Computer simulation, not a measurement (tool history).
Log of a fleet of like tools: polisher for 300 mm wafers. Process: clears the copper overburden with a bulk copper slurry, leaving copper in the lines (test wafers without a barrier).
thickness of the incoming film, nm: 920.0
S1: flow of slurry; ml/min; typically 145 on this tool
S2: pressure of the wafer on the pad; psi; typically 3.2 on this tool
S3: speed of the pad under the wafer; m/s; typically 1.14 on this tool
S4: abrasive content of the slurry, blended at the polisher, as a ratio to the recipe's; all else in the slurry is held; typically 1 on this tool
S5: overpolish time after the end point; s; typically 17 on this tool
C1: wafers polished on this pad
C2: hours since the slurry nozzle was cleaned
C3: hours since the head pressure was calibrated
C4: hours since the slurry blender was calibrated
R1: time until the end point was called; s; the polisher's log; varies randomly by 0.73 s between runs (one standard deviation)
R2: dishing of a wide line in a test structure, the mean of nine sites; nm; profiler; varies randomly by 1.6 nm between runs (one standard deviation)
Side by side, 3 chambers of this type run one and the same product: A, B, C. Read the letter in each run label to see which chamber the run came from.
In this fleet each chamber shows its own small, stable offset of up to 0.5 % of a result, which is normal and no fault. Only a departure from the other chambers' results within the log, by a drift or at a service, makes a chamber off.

| run | hour | S1 | S2 | S3 | S4 | S5 | C1 | C2 | C3 | C4 | R1 | R2 |
|---|---|---|---|---|---|---|---|---|---|---|---|---|
| 1A | 6 | 145 | 3.2 | 1.14 | 1 | 17 | 89 | 269.7 | 219.2 | 161.5 | 67.72 | 77.579 |
| 2C | 9.6 | 145 | 3.2 | 1.14 | 1 | 17 | 1068 | 427.4 | 363.8 | 257.9 | 68.622 | 76.42 |
| 3B | 13.3 | 145 | 3.2 | 1.14 | 1 | 17 | 743 | 616.4 | 96.7 | 263.3 | 67.52 | 78.451 |
| 4C | 17.6 | 145 | 3.2 | 1.14 | 1 | 17 | 1112 | 435.4 | 371.8 | 265.9 | 69.534 | 78.927 |
| 5A | 24.6 | 115 | 2.1 | 1.14 | 1 | 17 | 191 | 288.3 | 237.8 | 180.1 | 108.61 | 61.646 |
|  | 25.3 | chamber C: slurry blender recalibrated |
| 6B | 32.2 | 115 | 2.1 | 1.14 | 1 | 17 | 847 | 635.3 | 115.6 | 282.2 | 106.78 | 60.931 |
| 7A | 36.4 | 115 | 2.1 | 1.14 | 1 | 17 | 256 | 300.1 | 249.6 | 191.9 | 110.42 | 59.443 |
|  | 37.3 | chamber C: worn pad replaced by a new one |
| 8B | 40.6 | 145 | 3.2 | 1.14 | 1 | 17 | 894 | 643.7 | 124 | 290.6 | 67.074 | 76.741 |
| 9C | 45.4 | 145 | 3.2 | 1.14 | 1 | 17 | 45 | 463.2 | 399.6 | 20.2 | 68.629 | 73.208 |
| 10A | 50.3 | 145 | 3.2 | 1.14 | 1 | 17 | 333 | 314 | 263.5 | 205.8 | 68.675 | 74.999 |
| 11B | 55.6 | 145 | 3.2 | 1.14 | 1 | 17 | 976 | 658.7 | 139 | 305.6 | 67.706 | 77.731 |
| 12C | 60.8 | 145 | 3.2 | 1.14 | 1 | 17 | 129 | 478.6 | 415 | 35.6 | 67.09 | 76.146 |
| 13A | 66.9 | 145 | 3.2 | 1.14 | 1 | 17 | 424 | 330.6 | 280.1 | 222.4 | 68.218 | 77.52 |
| 14B | 72.3 | 145 | 3.2 | 1.14 | 1 | 17 | 1068 | 675.4 | 155.7 | 322.3 | 67.971 | 75.253 |
|  | 74.2 | chamber A: slurry blender recalibrated |
| 15C | 76.7 | 145 | 3.2 | 1.14 | 1 | 17 | 217 | 494.5 | 430.9 | 51.5 | 66.792 | 77.436 |
|  | 83.1 | chamber C: head pressure recalibrated |
| 16C | 84 | 145 | 3.2 | 1.14 | 1 | 17 | 257 | 501.8 | 0.9 | 58.8 | 66.097 | 77.019 |
| 17A | 87.7 | 145 | 3.2 | 1.14 | 1.1 | 17 | 538 | 351.4 | 300.9 | 13.6 | 68.088 | 77.211 |
|  | 92.1 | chamber B: worn pad replaced by a new one |
| 18B | 93.9 | 145 | 3.2 | 1.14 | 1.1 | 17 | 10 | 697 | 177.3 | 343.9 | 69.883 | 77.28 |
| 19A | 101.7 | 145 | 3.2 | 1.14 | 1.1 | 17 | 615 | 365.4 | 314.9 | 27.6 | 67.602 | 75.4 |
| 20B | 108.7 | 145 | 3.2 | 1.14 | 1 | 17 | 91 | 711.8 | 192.1 | 358.7 | 71.696 | 73.141 |
| 21C | 112.4 | 145 | 3.2 | 1.14 | 1.15 | 17 | 413 | 530.2 | 29.3 | 87.2 | 65.266 | 76.613 |
| 22B | 119.4 | 145 | 3.2 | 1.14 | 1.15 | 17 | 150 | 722.5 | 202.8 | 369.4 | 70.047 | 76.902 |
| 23A | 126.5 | 145 | 3.2 | 1.14 | 1.15 | 17 | 752 | 390.2 | 339.7 | 52.4 | 66.694 | 73.521 |
| 24C | 132.1 | 145 | 3.2 | 1.14 | 1 | 17 | 522 | 549.9 | 49 | 106.9 | 67.898 | 74.766 |
|  | 132.5 | chamber B: slurry blender recalibrated |
| 25A | 136.6 | 145 | 3.2 | 1.14 | 1 | 17 | 807 | 400.3 | 349.8 | 62.5 | 67.31 | 74.116 |
| 26C | 144.6 | 145 | 3.2 | 1.14 | 1 | 17 | 590 | 562.4 | 61.5 | 119.4 | 67.66 | 75.625 |
| 27B | 149.2 | 145 | 3.2 | 1.14 | 1 | 17 | 314 | 752.3 | 232.6 | 16.8 | 75.34 | 75.446 |
| 28C | 153.2 | 145 | 3.2 | 1.14 | 1 | 17 | 638 | 571 | 70.1 | 128 | 67.787 | 75.868 |

Does one chamber stand apart from the rest, does the shared gauge drift, or is all well apart from small per-chamber offsets? Give the chamber and the most likely cause, where there is one.

Little by little, chamber B moves away from the other chambers.
Likeliest cause: slurry flow missing at the pad, % = 37.2.
From this log alone, it may not be told apart from: head's pressure below its setpoint, %.

Chamber B could run next with any of the 4 candidate recipes listed below; each alters the usual settings, and their results appear as question marks. Which one brings its results back in line with what the other chambers deliver on the usual settings?
In-line tolerance around the mean of the other chambers on the usual settings: R1 2.6 s; R2 5.6 nm
| 29B-1 | 159 | 145 | 3.1 | 1.08 | 1 | 17 |  |  |  |  | ? | ? |
| 29B-2 | 159 | 145 | 3.2 | 1.12 | 1 | 17 |  |  |  |  | ? | ? |
| 29B-3 | 159 | 145 | 3.3 | 1.2 | 1 | 17 |  |  |  |  | ? | ? |
| 29B-4 | 159 | 145 | 3.2 | 1.16 | 1 | 17 |  |  |  |  | ? | ? |

The other chambers' mean on the usual settings: R1 68.12 s; R2 76.504 nm
| run | R1 | R2 |
|---|---|---|
| 29B-1 | 81.436 | 71.691 |
| 29B-2 | 76.108 | 73.718 |
| 29B-3 | 68.93 | 76.4 |
| 29B-4 | 73.506 | 74.573 |
With 29B-3, the chamber falls back in line with the rest.
